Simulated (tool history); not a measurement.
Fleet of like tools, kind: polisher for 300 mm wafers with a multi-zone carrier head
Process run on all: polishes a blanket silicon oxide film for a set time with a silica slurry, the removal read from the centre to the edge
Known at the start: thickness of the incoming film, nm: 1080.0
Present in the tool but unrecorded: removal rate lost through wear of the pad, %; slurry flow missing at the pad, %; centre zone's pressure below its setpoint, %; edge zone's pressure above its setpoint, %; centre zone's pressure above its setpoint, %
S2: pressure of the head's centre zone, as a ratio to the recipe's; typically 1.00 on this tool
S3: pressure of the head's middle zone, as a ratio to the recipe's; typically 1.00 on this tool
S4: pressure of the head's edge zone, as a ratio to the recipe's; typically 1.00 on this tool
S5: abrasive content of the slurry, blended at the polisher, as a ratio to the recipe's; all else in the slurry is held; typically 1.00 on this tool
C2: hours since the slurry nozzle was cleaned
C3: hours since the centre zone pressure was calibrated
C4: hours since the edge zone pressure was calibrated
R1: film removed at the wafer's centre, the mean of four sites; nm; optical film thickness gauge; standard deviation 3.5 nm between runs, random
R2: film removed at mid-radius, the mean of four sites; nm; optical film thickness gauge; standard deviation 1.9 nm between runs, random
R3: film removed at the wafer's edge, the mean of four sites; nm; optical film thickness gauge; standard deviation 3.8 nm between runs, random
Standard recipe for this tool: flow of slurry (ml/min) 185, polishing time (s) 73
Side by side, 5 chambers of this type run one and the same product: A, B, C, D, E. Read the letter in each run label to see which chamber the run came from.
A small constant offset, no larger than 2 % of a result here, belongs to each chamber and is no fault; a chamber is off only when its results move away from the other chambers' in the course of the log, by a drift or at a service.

{"run": "1C", "hour": 8.1, "flow of slurry (ml/min)": 185, "S2": 1.0, "S3": 1.0, "S4": 1.0, "S5": 1.0, "polishing time (s)": 73, "wafers polished on this pad": 825, "C2": 136.7, "C3": 291.1, "C4": 117.9, "R1": 283.77, "R2": 284.4, "R3": 285.74}
{"run": "2D", "hour": 13.9, "flow of slurry (ml/min)": 185, "S2": 1.0, "S3": 1.0, "S4": 1.0, "S5": 1.0, "polishing time (s)": 73, "wafers polished on this pad": 242, "C2": 393.7, "C3": 202.1, "C4": 657.8, "R1": 281.27, "R2": 285.62, "R3": 287.88}
{"run": "3E", "hour": 22.4, "flow of slurry (ml/min)": 185, "S2": 1.0, "S3": 1.0, "S4": 1.0, "S5": 1.0, "polishing time (s)": 73, "wafers polished on this pad": 792, "C2": 174.5, "C3": 538.0, "C4": 228.4, "R1": 288.56, "R2": 285.76, "R3": 295.24}
{"hour": 31.1, "done": "chamber A: worn pad replaced by a new one"}
{"run": "4A", "hour": 32.2, "flow of slurry (ml/min)": 185, "S2": 1.0, "S3": 1.0, "S4": 1.0, "S5": 1.0, "polishing time (s)": 73, "wafers polished on this pad": 8, "C2": 382.3, "C3": 106.1, "C4": 613.6, "R1": 285.85, "R2": 282.01, "R3": 279.45}
{"hour": 38.7, "done": "chamber B: edge zone pressure recalibrated"}
{"run": "5B", "hour": 40.0, "flow of slurry (ml/min)": 185, "S2": 1.08, "S3": 1.0, "S4": 1.0, "S5": 1.0, "polishing time (s)": 73, "wafers polished on this pad": 503, "C2": 474.8, "C3": 355.0, "C4": 1.4, "R1": 316.77, "R2": 281.8, "R3": 280.16}
{"run": "6B", "hour": 46.5, "flow of slurry (ml/min)": 185, "S2": 1.08, "S3": 1.0, "S4": 1.0, "S5": 1.0, "polishing time (s)": 73, "wafers polished on this pad": 552, "C2": 481.3, "C3": 361.5, "C4": 7.9, "R1": 312.23, "R2": 277.37, "R3": 283.53}
{"hour": 48.2, "done": "chamber C: slurry nozzle cleaned"}
{"run": "7C", "hour": 52.1, "flow of slurry (ml/min)": 185, "S2": 1.08, "S3": 1.0, "S4": 1.0, "S5": 1.0, "polishing time (s)": 73, "wafers polished on this pad": 1157, "C2": 4.0, "C3": 335.1, "C4": 161.9, "R1": 308.08, "R2": 283.91, "R3": 282.11}
{"hour": 57.8, "done": "chamber C: worn pad replaced by a new one"}
{"run": "8D", "hour": 58.2, "flow of slurry (ml/min)": 185, "S2": 1.08, "S3": 1.0, "S4": 1.0, "S5": 1.0, "polishing time (s)": 73, "wafers polished on this pad": 576, "C2": 438.0, "C3": 246.4, "C4": 702.1, "R1": 309.98, "R2": 283.69, "R3": 281.29}
{"hour": 59.6, "done": "chamber D: slurry nozzle cleaned"}
{"run": "9E", "hour": 64.9, "flow of slurry (ml/min)": 185, "S2": 1.08, "S3": 1.0, "S4": 1.0, "S5": 1.0, "polishing time (s)": 73, "wafers polished on this pad": 1112, "C2": 217.0, "C3": 580.5, "C4": 270.9, "R1": 304.59, "R2": 286.11, "R3": 279.77}
{"run": "10A", "hour": 72.6, "flow of slurry (ml/min)": 185, "S2": 1.0, "S3": 1.0, "S4": 1.0, "S5": 1.0, "polishing time (s)": 73, "wafers polished on this pad": 313, "C2": 422.7, "C3": 146.5, "C4": 654.0, "R1": 285.81, "R2": 281.48, "R3": 280.74}
{"run": "11A", "hour": 77.2, "flow of slurry (ml/min)": 185, "S2": 1.0, "S3": 1.0, "S4": 1.0, "S5": 1.0, "polishing time (s)": 73, "wafers polished on this pad": 347, "C2": 427.3, "C3": 151.1, "C4": 658.6, "R1": 292.38, "R2": 281.78, "R3": 278.84}
{"run": "12B", "hour": 84.4, "flow of slurry (ml/min)": 185, "S2": 1.0, "S3": 1.0, "S4": 1.0, "S5": 1.0, "polishing time (s)": 73, "wafers polished on this pad": 838, "C2": 519.2, "C3": 399.4, "C4": 45.8, "R1": 290.18, "R2": 281.36, "R3": 284.82}
{"run": "13D", "hour": 93.7, "flow of slurry (ml/min)": 185, "S2": 1.0, "S3": 1.0, "S4": 1.0, "S5": 1.0, "polishing time (s)": 73, "wafers polished on this pad": 844, "C2": 34.2, "C3": 281.9, "C4": 737.6, "R1": 287.09, "R2": 284.61, "R3": 281.15}
{"hour": 99.6, "done": "chamber A: slurry nozzle cleaned"}
{"run": "14C", "hour": 101.5, "flow of slurry (ml/min)": 185, "S2": 1.0, "S3": 1.0, "S4": 1.0, "S5": 1.0, "polishing time (s)": 73, "wafers polished on this pad": 330, "C2": 53.4, "C3": 384.5, "C4": 211.3, "R1": 285.66, "R2": 283.08, "R3": 280.14}
{"hour": 103.1, "done": "chamber D: centre zone pressure recalibrated"}
{"run": "15E", "hour": 107.7, "flow of slurry (ml/min)": 185, "S2": 1.0, "S3": 1.0, "S4": 1.0, "S5": 1.0, "polishing time (s)": 73, "wafers polished on this pad": 1435, "C2": 259.8, "C3": 623.3, "C4": 313.7, "R1": 282.99, "R2": 287.0, "R3": 280.71}
{"run": "16B", "hour": 114.6, "flow of slurry (ml/min)": 185, "S2": 1.07, "S3": 1.09, "S4": 1.0, "S5": 1.0, "polishing time (s)": 73, "wafers polished on this pad": 1066, "C2": 549.4, "C3": 429.6, "C4": 76.0, "R1": 305.19, "R2": 302.79, "R3": 287.37}
{"run": "17D", "hour": 119.2, "flow of slurry (ml/min)": 185, "S2": 1.07, "S3": 1.09, "S4": 1.0, "S5": 1.0, "polishing time (s)": 73, "wafers polished on this pad": 1036, "C2": 59.7, "C3": 16.2, "C4": 763.1, "R1": 302.37, "R2": 307.88, "R3": 283.58}
{"hour": 122.0, "done": "chamber B: worn pad replaced by a new one"}
{"hour": 127.5, "done": "chamber A: worn pad replaced by a new one"}
{"run": "18A", "hour": 128.3, "flow of slurry (ml/min)": 185, "S2": 1.07, "S3": 1.09, "S4": 1.0, "S5": 1.0, "polishing time (s)": 73, "wafers polished on this pad": 6, "C2": 28.7, "C3": 202.2, "C4": 709.7, "R1": 307.45, "R2": 305.2, "R3": 276.91}
{"run": "19E", "hour": 136.0, "flow of slurry (ml/min)": 185, "S2": 1.07, "S3": 1.09, "S4": 1.0, "S5": 1.0, "polishing time (s)": 73, "wafers polished on this pad": 1649, "C2": 288.1, "C3": 651.6, "C4": 342.0, "R1": 309.63, "R2": 309.21, "R3": 286.73}
{"hour": 137.1, "done": "chamber E: worn pad replaced by a new one"}
{"run": "20C", "hour": 145.9, "flow of slurry (ml/min)": 185, "S2": 1.07, "S3": 1.09, "S4": 1.0, "S5": 1.0, "polishing time (s)": 73, "wafers polished on this pad": 665, "C2": 97.8, "C3": 428.9, "C4": 255.7, "R1": 313.58, "R2": 306.75, "R3": 284.9}
{"hour": 153.5, "done": "chamber D: worn pad replaced by a new one"}
{"run": "21A", "hour": 154.4, "flow of slurry (ml/min)": 185, "S2": 1.0, "S3": 1.0, "S4": 1.0, "S5": 1.0, "polishing time (s)": 73, "wafers polished on this pad": 203, "C2": 54.8, "C3": 228.3, "C4": 735.8, "R1": 284.66, "R2": 282.9, "R3": 287.36}
{"run": "22B", "hour": 160.8, "flow of slurry (ml/min)": 185, "S2": 1.0, "S3": 1.0, "S4": 1.0, "S5": 1.0, "polishing time (s)": 73, "wafers polished on this pad": 292, "C2": 595.6, "C3": 475.8, "C4": 122.2, "R1": 284.45, "R2": 278.94, "R3": 284.27}
{"run": "23E", "hour": 166.6, "flow of slurry (ml/min)": 185, "S2": 1.0, "S3": 1.0, "S4": 1.0, "S5": 1.0, "polishing time (s)": 73, "wafers polished on this pad": 222, "C2": 318.7, "C3": 682.2, "C4": 372.6, "R1": 277.49, "R2": 282.32, "R3": 289.89}
{"run": "24D", "hour": 173.0, "flow of slurry (ml/min)": 185, "S2": 1.0, "S3": 1.0, "S4": 1.0, "S5": 1.0, "polishing time (s)": 73, "wafers polished on this pad": 147, "C2": 113.5, "C3": 70.0, "C4": 816.9, "R1": 283.74, "R2": 287.12, "R3": 283.66}
{"run": "25C", "hour": 179.5, "flow of slurry (ml/min)": 185, "S2": 0.96, "S3": 1.0, "S4": 1.0, "S5": 1.0, "polishing time (s)": 49, "wafers polished on this pad": 918, "C2": 131.4, "C3": 462.5, "C4": 289.3, "R1": 183.82, "R2": 188.06, "R3": 198.25}
{"run": "26D", "hour": 187.9, "flow of slurry (ml/min)": 185, "S2": 0.96, "S3": 1.0, "S4": 1.0, "S5": 1.0, "polishing time (s)": 49, "wafers polished on this pad": 260, "C2": 128.4, "C3": 84.9, "C4": 831.8, "R1": 180.02, "R2": 194.39, "R3": 192.55}
{"hour": 193.7, "done": "chamber D: edge zone pressure recalibrated"}
{"run": "27A", "hour": 197.6, "flow of slurry (ml/min)": 185, "S2": 0.96, "S3": 1.0, "S4": 1.0, "S5": 1.0, "polishing time (s)": 49, "wafers polished on this pad": 529, "C2": 98.0, "C3": 271.5, "C4": 779.0, "R1": 174.4, "R2": 190.99, "R3": 196.88}
{"run": "28E", "hour": 205.2, "flow of slurry (ml/min)": 185, "S2": 0.96, "S3": 1.0, "S4": 1.0, "S5": 1.0, "polishing time (s)": 49, "wafers polished on this pad": 514, "C2": 357.3, "C3": 720.8, "C4": 411.2, "R1": 177.15, "R2": 192.11, "R3": 190.01}
{"hour": 207.8, "done": "chamber C: worn pad replaced by a new one"}
{"run": "29B", "hour": 211.7, "flow of slurry (ml/min)": 185, "S2": 0.96, "S3": 1.0, "S4": 1.0, "S5": 1.0, "polishing time (s)": 49, "wafers polished on this pad": 676, "C2": 646.5, "C3": 526.7, "C4": 173.1, "R1": 179.57, "R2": 187.91, "R3": 190.66}
{"run": "30C", "hour": 217.3, "flow of slurry (ml/min)": 185, "S2": 0.9, "S3": 1.0, "S4": 1.09, "S5": 1.0, "polishing time (s)": 73, "wafers polished on this pad": 72, "C2": 169.2, "C3": 500.3, "C4": 327.1, "R1": 248.08, "R2": 281.95, "R3": 303.12}
{"run": "31C", "hour": 222.8, "flow of slurry (ml/min)": 185, "S2": 0.9, "S3": 1.0, "S4": 1.09, "S5": 1.0, "polishing time (s)": 73, "wafers polished on this pad": 113, "C2": 174.7, "C3": 505.8, "C4": 332.6, "R1": 250.67, "R2": 283.44, "R3": 304.15}
{"hour": 228.1, "done": "chamber C: slurry nozzle cleaned"}
{"run": "32D", "hour": 231.8, "flow of slurry (ml/min)": 185, "S2": 0.9, "S3": 1.0, "S4": 1.09, "S5": 1.0, "polishing time (s)": 73, "wafers polished on this pad": 591, "C2": 172.3, "C3": 128.8, "C4": 38.2, "R1": 249.06, "R2": 284.5, "R3": 299.3}
{"hour": 233.4, "done": "chamber E: centre zone pressure recalibrated"}
{"hour": 237.5, "done": "chamber A: worn pad replaced by a new one"}
{"run": "33B", "hour": 238.4, "flow of slurry (ml/min)": 185, "S2": 0.9, "S3": 1.0, "S4": 1.09, "S5": 1.0, "polishing time (s)": 73, "wafers polished on this pad": 878, "C2": 673.2, "C3": 553.4, "C4": 199.8, "R1": 254.74, "R2": 281.27, "R3": 295.83}
{"run": "34A", "hour": 246.5, "flow of slurry (ml/min)": 185, "S2": 0.9, "S3": 1.0, "S4": 1.09, "S5": 1.0, "polishing time (s)": 73, "wafers polished on this pad": 68, "C2": 146.9, "C3": 320.4, "C4": 827.9, "R1": 235.41, "R2": 282.84, "R3": 295.13}
{"run": "35E", "hour": 252.8, "flow of slurry (ml/min)": 185, "S2": 1.0, "S3": 0.94, "S4": 1.0, "S5": 1.25, "polishing time (s)": 73, "wafers polished on this pad": 873, "C2": 404.9, "C3": 19.4, "C4": 458.8, "R1": 320.68, "R2": 294.41, "R3": 311.62}
{"run": "36C", "hour": 259.0, "flow of slurry (ml/min)": 185, "S2": 1.0, "S3": 0.94, "S4": 1.0, "S5": 1.25, "polishing time (s)": 73, "wafers polished on this pad": 386, "C2": 31.0, "C3": 542.0, "C4": 368.8, "R1": 310.1, "R2": 290.0, "R3": 311.34}
{"run": "37A", "hour": 264.1, "flow of slurry (ml/min)": 185, "S2": 1.0, "S3": 0.94, "S4": 1.0, "S5": 1.25, "polishing time (s)": 73, "wafers polished on this pad": 201, "C2": 164.5, "C3": 338.0, "C4": 845.5, "R1": 283.63, "R2": 293.81, "R3": 304.4}

Read the log: is a single chamber off, either drifting away or since a service, is the gauge that measures every chamber drifting, or is nothing wrong beyond small per-chamber offsets? Name any odd chamber and what most likely caused it.

Chamber A drifts away from the others.
Cause: centre zone's pressure below its setpoint, % = 9.49.

Below are 4 candidate recipes for chamber A's next run, each the usual settings with a change, their results shown as question marks. Which of them brings A's results back in line with what the other chambers give on the usual settings?
To be in line, a result may differ from the other chambers' mean on the usual settings by at most: R1 12.00 nm; R2 6.50 nm; R3 13.00 nm
{"run": "38A-1", "hour": 271.3, "flow of slurry (ml/min)": 190, "S2": 1.07, "S3": 0.99, "S4": 0.97, "S5": 1.0, "polishing time (s)": 74, "R1": "?", "R2": "?", "R3": "?"}
{"run": "38A-2", "hour": 271.3, "flow of slurry (ml/min)": 185, "S2": 0.98, "S3": 1.0, "S4": 1.01, "S5": 1.0, "polishing time (s)": 73, "R1": "?", "R2": "?", "R3": "?"}
{"run": "38A-3", "hour": 271.3, "flow of slurry (ml/min)": 180, "S2": 0.93, "S3": 1.01, "S4": 1.03, "S5": 1.0, "polishing time (s)": 72, "R1": "?", "R2": "?", "R3": "?"}
{"run": "38A-4", "hour": 271.3, "flow of slurry (ml/min)": 185, "S2": 1.02, "S3": 1.0, "S4": 0.99, "S5": 1.0, "polishing time (s)": 73, "R1": "?", "R2": "?", "R3": "?"}

Mean of the other chambers on the usual settings: R1 285.12 nm; R2 283.00 nm; R3 284.49 nm
run=38A-1 R1=282.87 R2=284.16 R3=283.21
run=38A-2 R1=251.78 R2=281.89 R3=284.47
run=38A-3 R1=232.97 R2=279.45 R3=282.59
run=38A-4 R1=263.35 R2=281.84 R3=281.50
The answer is 38A-1, which returns the chamber to within the allowed miss of the others.
